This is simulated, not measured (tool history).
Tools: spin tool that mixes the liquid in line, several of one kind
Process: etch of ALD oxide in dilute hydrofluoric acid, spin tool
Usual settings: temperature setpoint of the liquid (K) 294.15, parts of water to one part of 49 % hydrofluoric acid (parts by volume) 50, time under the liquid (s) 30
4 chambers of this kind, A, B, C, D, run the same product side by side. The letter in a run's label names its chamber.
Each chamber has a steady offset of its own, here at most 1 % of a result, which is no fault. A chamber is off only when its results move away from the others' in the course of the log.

run,hour,temperature setpoint of the liquid (K),parts of water to one part of 49 % hydrofluoric acid (parts by volume),time under the liquid (s),hours since the thermometer was replaced,hours since the hydrofluoric acid flow meter was replaced,"read-back film thickness of the ALD oxide reference wafer, read on the same gauge (nm)",thickness taken off the ALD oxide on a monitor wafer (Å)
1A,8.3,294.15,50,30,973,341.5,140,81.301
2D,21.4,294.15,50,30,2208.8,238.7,139.98,80.895
3B,29.9,294.15,50,30,1395.1,847.1,139.98,80.409
4C,40.1,294.15,50,30,158.7,631.7,140.01,81.432
5D,47,294.15,50,30,2234.4,264.3,139.99,81.057
6A,56.3,294.15,50,30,1021,389.5,140.01,80.959
7C,70.9,294.15,50,30,189.5,662.5,139.97,81.339
8B,84.2,294.15,50,30,1449.4,901.4,140,80.294
9A,93.4,294.15,50,30,1058.1,426.6,139.96,81.7
10B,103.5,294.15,50,30,1468.7,920.7,140.02,79.503
11C,113.9,294.15,50,30,232.5,705.5,139.98,80.946
12D,127.3,294.15,50,30,2314.7,344.6,139.99,80.894
13D,137.4,294.15,50,30,2324.8,354.7,139.99,80.59
14A,144.5,294.15,50,30,1109.2,477.7,139.98,81.138
15B,155.6,294.15,50,30,1520.8,972.8,140.02,79.827
16C,168.5,294.15,50,30,287.1,760.1,139.99,81.286
17A,179.2,294.15,50,30,1143.9,512.4,139.99,81.181
18C,189.1,294.15,50,30,307.7,780.7,140.01,81.037
19B,198.7,294.15,35,30,1563.9,1015.9,140.01,115.93
20D,205.5,294.15,35,30,2392.9,422.8,140,118.76
21D,216.4,294.15,35,30,2403.8,433.7,139.98,116.87
22A,229.6,294.15,35,30,1194.3,562.8,140,118.34
23B,243.2,294.15,50,30,1608.4,1060.4,139.99,80.27
24C,250.3,294.15,50,30,368.9,841.9,139.97,81.063
25C,257.5,290.65,50,15,376.1,849.1,140,35.018

Is one chamber off against the others, does the gauge drift, or is nothing wrong? If a chamber is off, say which, and what the likeliest cause is.

No chamber stands off beyond its own small offset, and the gauge holds steady.
